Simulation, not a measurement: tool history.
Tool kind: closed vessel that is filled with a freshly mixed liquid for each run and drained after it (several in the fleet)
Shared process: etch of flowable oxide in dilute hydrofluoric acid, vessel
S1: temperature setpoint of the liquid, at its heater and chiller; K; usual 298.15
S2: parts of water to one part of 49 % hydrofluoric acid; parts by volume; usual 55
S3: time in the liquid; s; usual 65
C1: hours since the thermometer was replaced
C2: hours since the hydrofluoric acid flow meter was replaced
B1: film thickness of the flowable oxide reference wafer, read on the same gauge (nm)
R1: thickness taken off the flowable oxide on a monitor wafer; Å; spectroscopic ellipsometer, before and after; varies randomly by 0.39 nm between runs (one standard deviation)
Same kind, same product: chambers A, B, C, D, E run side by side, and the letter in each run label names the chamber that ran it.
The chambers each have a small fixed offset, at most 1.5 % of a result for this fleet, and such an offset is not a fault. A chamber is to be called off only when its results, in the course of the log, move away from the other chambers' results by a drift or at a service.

| run | hour | S1 | S2 | S3 | C1 | C2 | B1 | R1 |
|---|---|---|---|---|---|---|---|---|
| 1A | 11.6 | 298.15 | 55 | 65 | 1537.5 | 1817.8 | 109.99 | 543.65 |
| 2D | 19.2 | 298.15 | 55 | 65 | 436.6 | 1215.5 | 109.99 | 543.46 |
| 3C | 29.0 | 298.15 | 55 | 65 | 940.7 | 211.6 | 109.98 | 539.97 |
| 4E | 36.8 | 298.15 | 55 | 65 | 218.2 | 476.9 | 110.04 | 549.05 |
| 5B | 47.8 | 298.15 | 55 | 65 | 1080.1 | 303.4 | 110.01 | 558.47 |
| 6A | 53.1 | 298.15 | 55 | 65 | 1579.0 | 1859.3 | 110.00 | 544.42 |
| 7B | 61.8 | 298.15 | 55 | 65 | 1094.1 | 317.4 | 109.97 | 548.44 |
| 8C | 71.2 | 298.15 | 55 | 65 | 982.9 | 253.8 | 109.97 | 540.20 |
| 9D | 79.5 | 298.15 | 55 | 65 | 496.9 | 1275.8 | 110.01 | 550.34 |
| 10E | 86.7 | 298.15 | 55 | 65 | 268.1 | 526.8 | 109.97 | 548.43 |
| 11B | 94.8 | 298.15 | 55 | 65 | 1127.1 | 350.4 | 110.00 | 552.52 |
| 12D | 102.2 | 298.15 | 55 | 65 | 519.6 | 1298.5 | 109.98 | 550.12 |
| 13A | 109.5 | 298.15 | 55 | 65 | 1635.4 | 1915.7 | 110.01 | 537.58 |
| 14C | 116.2 | 298.15 | 55 | 65 | 1027.9 | 298.8 | 110.02 | 536.24 |
| 15E | 124.6 | 298.15 | 55 | 65 | 306.0 | 564.7 | 110.01 | 553.00 |
| 16E | 130.3 | 298.15 | 55 | 65 | 311.7 | 570.4 | 109.96 | 553.19 |
| 17A | 141.8 | 298.15 | 55 | 65 | 1667.7 | 1948.0 | 110.00 | 540.96 |
|  | 152.3 | chamber D: thermometer replaced |
| 18B | 153.4 | 298.15 | 55 | 65 | 1185.7 | 409.0 | 109.98 | 546.22 |
| 19D | 160.9 | 298.15 | 55 | 65 | 8.7 | 1357.2 | 110.04 | 555.41 |
|  | 167.6 | chamber C: thermometer replaced |
| 20C | 169.3 | 298.15 | 55 | 65 | 1.7 | 351.9 | 109.97 | 530.26 |
| 21B | 180.8 | 298.15 | 55 | 65 | 1213.1 | 436.4 | 110.01 | 550.54 |
| 22A | 188.6 | 298.15 | 55 | 65 | 1714.5 | 1994.8 | 110.00 | 537.39 |
| 23C | 199.2 | 298.15 | 55 | 65 | 31.6 | 381.8 | 109.97 | 527.23 |
| 24D | 210.8 | 298.15 | 55 | 65 | 58.6 | 1407.1 | 110.02 | 549.50 |
| 25E | 216.8 | 293.65 | 70 | 65 | 398.2 | 656.9 | 110.03 | 357.32 |
| 26C | 228.3 | 293.65 | 70 | 65 | 60.7 | 410.9 | 109.99 | 337.22 |
| 27E | 236.2 | 293.65 | 70 | 65 | 417.6 | 676.3 | 109.96 | 351.24 |
| 28A | 245.8 | 293.65 | 70 | 65 | 1771.7 | 2052.0 | 110.01 | 341.83 |
|  | 246.0 | chamber B: thermometer replaced |
| 29B | 255.1 | 293.65 | 70 | 65 | 9.1 | 510.7 | 109.98 | 349.10 |
| 30D | 266.1 | 298.15 | 55 | 65 | 113.9 | 1462.4 | 110.04 | 546.70 |
| 31A | 273.8 | 298.15 | 55 | 65 | 1799.7 | 2080.0 | 109.99 | 540.35 |
| 32E | 279.7 | 298.15 | 55 | 65 | 461.1 | 719.8 | 110.04 | 548.91 |
| 33D | 286.2 | 298.15 | 55 | 65 | 134.0 | 1482.5 | 110.01 | 549.08 |
| 34B | 291.9 | 298.15 | 55 | 65 | 45.9 | 547.5 | 110.03 | 546.95 |
| 35C | 299.2 | 298.15 | 55 | 65 | 131.6 | 481.8 | 110.01 | 516.62 |
| 36E | 307.9 | 298.15 | 55 | 65 | 489.3 | 748.0 | 109.98 | 547.83 |
| 37B | 314.0 | 300.15 | 55 | 65 | 68.0 | 569.6 | 110.02 | 590.30 |
| 38D | 324.5 | 300.15 | 55 | 65 | 172.3 | 1520.8 | 110.00 | 596.34 |
| 39C | 334.3 | 300.15 | 55 | 65 | 166.7 | 516.9 | 109.96 | 562.73 |

Read the log: is a single chamber off, either drifting away or since a service, is the gauge that measures every chamber drifting, or is nothing wrong beyond small per-chamber offsets? Name any odd chamber and what most likely caused it.

It is chamber C that slowly wanders off from its peers.
Likeliest cause: hydrofluoric acid flow below the setpoint (%) = 4.53.

Chamber C could run next with any of the 4 candidate recipes listed below; each alters the usual settings, and their results appear as question marks. Which one brings its results back in line with what the other chambers deliver on the usual settings?
In line means no further than this from the other chambers' mean on the usual settings: R1 13.00 Å
| 40C-1 | 343.1 | 296.65 | 55 | 65 |  |  |  | ? |
| 40C-2 | 343.1 | 297.65 | 55 | 65 |  |  |  | ? |
| 40C-3 | 343.1 | 298.65 | 55 | 65 |  |  |  | ? |
| 40C-4 | 343.1 | 299.65 | 55 | 65 |  |  |  | ? |

Mean of the other chambers on the usual settings: R1 547.19 Å
| run | R1 |
|---|---|
| 40C-1 | 487.51 |
| 40C-2 | 507.66 |
| 40C-3 | 528.68 |
| 40C-4 | 550.18 |
Change 40C-4 lands the chamber within the allowed miss of the other chambers.
